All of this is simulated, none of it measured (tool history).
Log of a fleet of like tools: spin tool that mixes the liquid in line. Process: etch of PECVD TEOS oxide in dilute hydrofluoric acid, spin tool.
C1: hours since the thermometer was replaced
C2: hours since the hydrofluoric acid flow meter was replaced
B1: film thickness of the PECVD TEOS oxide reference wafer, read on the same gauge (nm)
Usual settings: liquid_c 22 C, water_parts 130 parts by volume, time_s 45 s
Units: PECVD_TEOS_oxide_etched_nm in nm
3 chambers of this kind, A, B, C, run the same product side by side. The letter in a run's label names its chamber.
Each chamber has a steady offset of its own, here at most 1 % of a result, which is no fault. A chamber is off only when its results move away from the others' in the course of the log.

Run 1C, hour 7.6: usual settings; C1 1447.3; C2 19.6; B1 100.03. Result: PECVD_TEOS_oxide_etched_nm 8.0828 nm.
Run 2B, hour 21.2: usual settings; C1 137.7; C2 1365.1; B1 100. Result: PECVD_TEOS_oxide_etched_nm 8.0927 nm.
Run 3A, hour 34: usual settings; C1 320.6; C2 1388.4; B1 99.997. Result: PECVD_TEOS_oxide_etched_nm 8.1329 nm.
Run 4A, hour 46.1: usual settings; C1 332.7; C2 1400.5; B1 99.977. Result: PECVD_TEOS_oxide_etched_nm 8.0338 nm.
Run 5C, hour 56: usual settings; C1 1495.7; C2 68; B1 99.984. Result: PECVD_TEOS_oxide_etched_nm 8.0154 nm.
Run 6B, hour 68.8: usual settings; C1 185.3; C2 1412.7; B1 100.01. Result: PECVD_TEOS_oxide_etched_nm 8.1001 nm.
Run 7C, hour 77.6: usual settings; C1 1517.3; C2 89.6; B1 100. Result: PECVD_TEOS_oxide_etched_nm 8.2463 nm.
Run 8A, hour 87.9: usual settings; C1 374.5; C2 1442.3; B1 99.996. Result: PECVD_TEOS_oxide_etched_nm 8.165 nm.
Run 9B, hour 99.3: usual settings; C1 215.8; C2 1443.2; B1 99.995. Result: PECVD_TEOS_oxide_etched_nm 8.1545 nm.
Run 10C, hour 113.2: usual settings but water_parts 95 parts by volume; C1 1552.9; C2 125.2; B1 99.999. Result: PECVD_TEOS_oxide_etched_nm 11.41 nm.
Run 11B, hour 123.6: usual settings but water_parts 95 parts by volume; C1 240.1; C2 1467.5; B1 99.977. Result: PECVD_TEOS_oxide_etched_nm 11.621 nm.
Run 12A, hour 133.2: usual settings but water_parts 95 parts by volume; C1 419.8; C2 1487.6; B1 100.01. Result: PECVD_TEOS_oxide_etched_nm 11.601 nm.
Run 13A, hour 139.5: usual settings; C1 426.1; C2 1493.9; B1 99.997. Result: PECVD_TEOS_oxide_etched_nm 8.3455 nm.
Run 14B, hour 153.3: usual settings; C1 269.8; C2 1497.2; B1 100.01. Result: PECVD_TEOS_oxide_etched_nm 8.2461 nm.
Run 15C, hour 161: usual settings; C1 1600.7; C2 173; B1 99.99. Result: PECVD_TEOS_oxide_etched_nm 8.0663 nm.
Run 16C, hour 168.8: usual settings; C1 1608.5; C2 180.8; B1 100. Result: PECVD_TEOS_oxide_etched_nm 8.0442 nm.
Run 17A, hour 177.7: usual settings but liquid_c 24.5 C, water_parts 185 parts by volume; C1 464.3; C2 1532.1; B1 100.03. Result: PECVD_TEOS_oxide_etched_nm 6.1674 nm.
Run 18B, hour 189.5: usual settings but liquid_c 24.5 C, water_parts 185 parts by volume; C1 306; C2 1533.4; B1 99.982. Result: PECVD_TEOS_oxide_etched_nm 6.0385 nm.
Run 19A, hour 197.3: usual settings but liquid_c 24.5 C, water_parts 185 parts by volume; C1 483.9; C2 1551.7; B1 100.01. Result: PECVD_TEOS_oxide_etched_nm 6.1659 nm.
Run 20B, hour 204: usual settings; C1 320.5; C2 1547.9; B1 99.994. Result: PECVD_TEOS_oxide_etched_nm 8.1311 nm.
Run 21C, hour 215.4: usual settings; C1 1655.1; C2 227.4; B1 100. Result: PECVD_TEOS_oxide_etched_nm 8.172 nm.
Run 22A, hour 224: usual settings; C1 510.6; C2 1578.4; B1 100. Result: PECVD_TEOS_oxide_etched_nm 8.5191 nm.
Run 23C, hour 237.7: usual settings; C1 1677.4; C2 249.7; B1 99.999. Result: PECVD_TEOS_oxide_etched_nm 8.1288 nm.
Run 24B, hour 245: usual settings; C1 361.5; C2 1588.9; B1 99.981. Result: PECVD_TEOS_oxide_etched_nm 8.1027 nm.
Run 25A, hour 253.5: usual settings but time_s 65 s; C1 540.1; C2 1607.9; B1 100. Result: PECVD_TEOS_oxide_etched_nm 12.365 nm.
Run 26B, hour 264.3: usual settings but time_s 65 s; C1 380.8; C2 1608.2; B1 100.01. Result: PECVD_TEOS_oxide_etched_nm 11.851 nm.
Run 27C, hour 271.5: usual settings but time_s 65 s; C1 1711.2; C2 283.5; B1 99.997. Result: PECVD_TEOS_oxide_etched_nm 11.655 nm.
Run 28C, hour 283.6: usual settings; C1 1723.3; C2 295.6; B1 100.01. Result: PECVD_TEOS_oxide_etched_nm 8.0366 nm.
Run 29A, hour 294.1: usual settings; C1 580.7; C2 1648.5; B1 100.02. Result: PECVD_TEOS_oxide_etched_nm 8.6519 nm.
Run 30B, hour 304.7: usual settings; C1 421.2; C2 1648.6; B1 99.992. Result: PECVD_TEOS_oxide_etched_nm 8.0551 nm.
Run 31A, hour 318.3: usual settings; C1 604.9; C2 1672.7; B1 100. Result: PECVD_TEOS_oxide_etched_nm 8.8762 nm.
Run 32C, hour 330.9: usual settings; C1 1770.6; C2 342.9; B1 100. Result: PECVD_TEOS_oxide_etched_nm 8.0656 nm.
Run 33B, hour 341.2: usual settings but water_parts 170 parts by volume, time_s 60 s; C1 457.7; C2 1685.1; B1 100.01. Result: PECVD_TEOS_oxide_etched_nm 8.0054 nm.
Run 34B, hour 352: usual settings but water_parts 170 parts by volume, time_s 60 s; C1 468.5; C2 1695.9; B1 100. Result: PECVD_TEOS_oxide_etched_nm 8.141 nm.

Is one chamber off against the others, does the gauge drift, or is nothing wrong? If a chamber is off, say which, and what the likeliest cause is.

Chamber A drifts away from the others.
Cause: hydrofluoric acid flow above the setpoint (%) = 8.94.
The log may not tell that from: liquid hotter than its thermometer reads (K).

Here are 4 candidates for chamber A's next run, each the usual settings with a change, their results left as question marks. Which one brings its results back in line with what the others give on the usual settings?
In line means no further than this from the other chambers' mean on the usual settings: PECVD_TEOS_oxide_etched_nm 0.22 nm
Run 35A-1, hour 362.2: usual settings but water_parts 120 parts by volume. Result: PECVD_TEOS_oxide_etched_nm ?.
Run 35A-2, hour 362.2: usual settings but water_parts 140 parts by volume. Result: PECVD_TEOS_oxide_etched_nm ?.
Run 35A-3, hour 362.2: usual settings but liquid_c 21.5 C, water_parts 150 parts by volume. Result: PECVD_TEOS_oxide_etched_nm ?.
Run 35A-4, hour 362.2: usual settings but water_parts 120 parts by volume, time_s 50 s. Result: PECVD_TEOS_oxide_etched_nm ?.

The other chambers' mean on the usual settings: PECVD_TEOS_oxide_etched_nm 8.1455 nm
  run  PECVD_TEOS_oxide_etched_nm
35A-1                      9.7284
35A-2                      8.1865
35A-3                      7.4227
35A-4                      10.809
35A-2 brings the chamber back in line.
